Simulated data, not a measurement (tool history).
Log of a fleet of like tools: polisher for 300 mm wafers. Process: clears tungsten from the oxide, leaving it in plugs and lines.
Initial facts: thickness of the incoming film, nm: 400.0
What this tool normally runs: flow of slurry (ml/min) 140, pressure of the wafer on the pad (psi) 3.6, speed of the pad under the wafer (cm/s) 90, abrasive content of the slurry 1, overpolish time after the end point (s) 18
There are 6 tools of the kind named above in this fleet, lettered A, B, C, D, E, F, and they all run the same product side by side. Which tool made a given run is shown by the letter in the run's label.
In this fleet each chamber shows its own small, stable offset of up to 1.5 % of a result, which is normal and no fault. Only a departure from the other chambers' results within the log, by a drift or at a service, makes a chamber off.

run	hour	flow of slurry (ml/min)	pressure of the wafer on the pad (psi)	speed of the pad under the wafer (cm/s)	abrasive content of the slurry	overpolish time after the end point (s)	wafers polished on this pad	hours since the slurry nozzle was cleaned	hours since the head pressure was calibrated	hours since the slurry blender was calibrated	hours since the slurry got fresh peroxide	time until the end point was called (s)
1A	9.3	140	3.6	90	1	18	845	31.6	374.2	151.3	104.2	108.32
# hour 11.9: chamber F: worn pad replaced by a new one
# hour 18.7: chamber C: slurry tank refilled with fresh slurry and peroxide
2C	24.4	140	3.6	90	1	18	530	445.7	245.6	205.3	5.7	110.77
# hour 30.1: chamber B: worn pad replaced by a new one
3D	33	140	3.6	90	1	18	281	68.7	904.8	108.7	39.1	110.17
# hour 34.7: chamber C: slurry blender recalibrated
# hour 35.5: chamber A: slurry tank refilled with fresh slurry and peroxide
4F	42.5	140	3.6	90	1	18	178	487.3	946	159.2	84.9	111.57
5B	49.9	140	3.6	90	1	18	115	60.7	421.7	123.3	128.1	107.66
# hour 50.8: chamber D: slurry blender recalibrated
# hour 53.6: chamber F: slurry blender recalibrated
# hour 55.2: chamber F: slurry tank refilled with fresh slurry and peroxide
6E	59.6	140	3.6	90	1	18	1016	136.6	433.5	99.1	98.4	111.79
7B	68	140	3.6	90	1	18	221	78.8	439.8	141.4	146.2	110.46
# hour 73.2: chamber E: worn pad replaced by a new one
# hour 75.2: chamber D: worn pad replaced by a new one
8D	79.5	140	3.6	90	1	18	25	115.2	951.3	28.8	85.6	112.41
# hour 85: chamber B: slurry tank refilled with fresh slurry and peroxide
# hour 87.3: chamber A: worn pad replaced by a new one
9C	89.2	140	3.6	90	1	18	907	510.5	310.4	54.5	70.5	113.2
10F	103.5	140	3.6	90	1	18	533	548.3	1007	50	48.3	111.83
# hour 106.5: chamber A: slurry blender recalibrated
11A	110.5	140	3.6	90	1	18	135	132.8	475.4	4	75	108.55
# hour 111.8: chamber D: slurry tank refilled with fresh slurry and peroxide
# hour 116.4: chamber C: slurry tank refilled with fresh slurry and peroxide
12E	120	140	3.6	90	1	18	272	197	493.9	159.5	158.8	109.42
13E	127.5	140	3.6	90	1	18	316	204.5	501.4	167	166.3	110.55
14F	136.1	140	3.6	90	1	18	723	580.9	1039.6	82.6	80.9	110.35
# hour 137.2: chamber C: worn pad replaced by a new one
15A	146.5	140	3.6	90	1	18	344	168.8	511.4	40	111	109.43
# hour 151.9: chamber F: slurry tank refilled with fresh slurry and peroxide
# hour 157.4: chamber B: worn pad replaced by a new one
# hour 157.7: chamber A: slurry tank refilled with fresh slurry and peroxide
16C	157.7	140	3.6	90	1	18	119	579	378.9	123	41.3	110.9
# hour 166.9: chamber D: slurry blender recalibrated
# hour 168.4: chamber D: worn pad replaced by a new one
17D	168.5	140	3.6	90	1	18	0	204.2	1040.3	1.7	56.8	113.74
18B	177.3	140	3.6	90	1	18	116	188.1	549.1	250.7	92.4	110.07
# hour 180.5: chamber E: slurry tank refilled with fresh slurry and peroxide
19B	188.5	120	3.6	90	1.15	18	181	199.3	560.3	261.9	103.6	110.97
20A	195.5	120	3.6	90	1.15	18	630	217.8	560.4	89	37.9	107.13
# hour 198: chamber F: worn pad replaced by a new one
21F	206.8	120	3.6	90	1.15	18	51	651.6	1110.3	153.3	54.9	111.76
# hour 210.8: chamber F: head pressure recalibrated
22D	217.1	120	3.6	90	1.15	18	283	252.8	1088.9	50.3	105.4	111.31
# hour 219.3: chamber C: slurry tank refilled with fresh slurry and peroxide
# hour 222.4: chamber D: slurry tank refilled with fresh slurry and peroxide
# hour 224.7: chamber D: head pressure recalibrated
23E	225.4	120	3.6	90	1.15	18	886	302.4	599.3	264.9	45	111.12
# hour 232.8: chamber F: slurry tank refilled with fresh slurry and peroxide
24C	235.5	120	3.6	90	1.15	18	572	656.8	456.7	200.8	16.2	112.23
# hour 235.8: chamber E: slurry nozzle cleaned
25B	247.5	140	3.6	90	1	18	524	258.3	619.3	320.9	162.6	110.66
# hour 252.1: chamber D: slurry nozzle cleaned
26A	256.5	140	3.6	90	1	18	985	278.8	621.4	150	98.9	109.6
# hour 265.2: chamber F: slurry blender recalibrated
27D	267.3	140	3.6	90	1	18	575	15.3	42.7	100.5	44.9	111.59
# hour 269.1: chamber C: slurry blender recalibrated
# hour 274: chamber D: worn pad replaced by a new one
28C	281.4	140	3.6	90	1	18	839	702.7	502.6	12.4	62.1	110.72
# hour 284.4: chamber D: slurry blender recalibrated
# hour 286.1: chamber B: slurry tank refilled with fresh slurry and peroxide
# hour 289.6: chamber C: slurry nozzle cleaned
# hour 295.1: chamber A: slurry blender recalibrated
29F	296.1	140	3.6	90	1	18	571	740.9	85.4	31	63.3	104.26
# hour 299.3: chamber A: slurry tank refilled with fresh slurry and peroxide
# hour 309.9: chamber C: worn pad replaced by a new one
# hour 310.3: chamber E: worn pad replaced by a new one
30E	310.5	140	3.6	90	1	18	1	74.8	684.4	350	130.1	111.11
# hour 313.2: chamber B: worn pad replaced by a new one
# hour 313.7: chamber F: slurry nozzle cleaned
# hour 317.1: chamber F: slurry tank refilled with fresh slurry and peroxide
# hour 317.3: chamber C: slurry tank refilled with fresh slurry and peroxide
31D	319.5	140	4.9	90	1	18	265	67.5	94.9	35.1	97.1	82.251
32A	331.1	140	4.9	90	1	18	1419	353.4	696	36.1	31.8	80.857
# hour 337.3: chamber D: slurry tank refilled with fresh slurry and peroxide
33B	344.3	140	4.9	90	1	18	181	355.1	716.1	417.7	58.2	81.098
# hour 350.6: chamber A: worn pad replaced by a new one
34C	350.9	140	4.9	90	1	18	238	61.3	572.1	81.9	33.6	82.437
35F	362.3	140	4.9	90	1	18	956	48.6	151.6	97.2	45.3	76.081
# hour 369.1: chamber D: worn pad replaced by a new one
36E	374.4	140	4.9	90	1	18	373	138.7	748.3	413.9	194	81.759
37F	383.1	140	3.6	90	1	18	1077	69.4	172.4	118	66.1	104.01
# hour 383.7: chamber B: slurry blender recalibrated
# hour 384.5: chamber E: slurry tank refilled with fresh slurry and peroxide
# hour 384.6: chamber B: head pressure recalibrated
38E	391.5	140	3.6	90	1	18	472	155.8	765.4	431	7.1	115.09
39B	400.6	140	3.6	90	1	18	508	411.4	16	16.9	114.5	111.19
# hour 401.6: chamber C: slurry tank refilled with fresh slurry and peroxide
40A	408.2	140	3.6	90	1	18	335	430.5	773.1	113.2	108.9	108.97
# hour 417.8: chamber D: slurry blender recalibrated
41C	420.4	140	3.6	90	1	18	643	130.8	641.6	151.4	18.9	111.62
42D	430.5	140	3.6	90	1	18	357	178.5	205.9	12.7	93.2	114.3

Predict what each chamber gives when all 6 of them run the settings below next.
43A	441.5	140	3.6	90	1.15	18						?
43B	441.5	140	3.6	90	1.15	18						?
43C	441.5	140	3.6	90	1.15	18						?
43D	441.5	140	3.6	90	1.15	18						?
43E	441.5	140	3.6	90	1.15	18						?
43F	441.5	140	3.6	90	1.15	18						?

run	time until the end point was called (s)
43A	106.82
43B	106.7
43C	108.34
43D	108.43
43E	108.57
43F	100.53

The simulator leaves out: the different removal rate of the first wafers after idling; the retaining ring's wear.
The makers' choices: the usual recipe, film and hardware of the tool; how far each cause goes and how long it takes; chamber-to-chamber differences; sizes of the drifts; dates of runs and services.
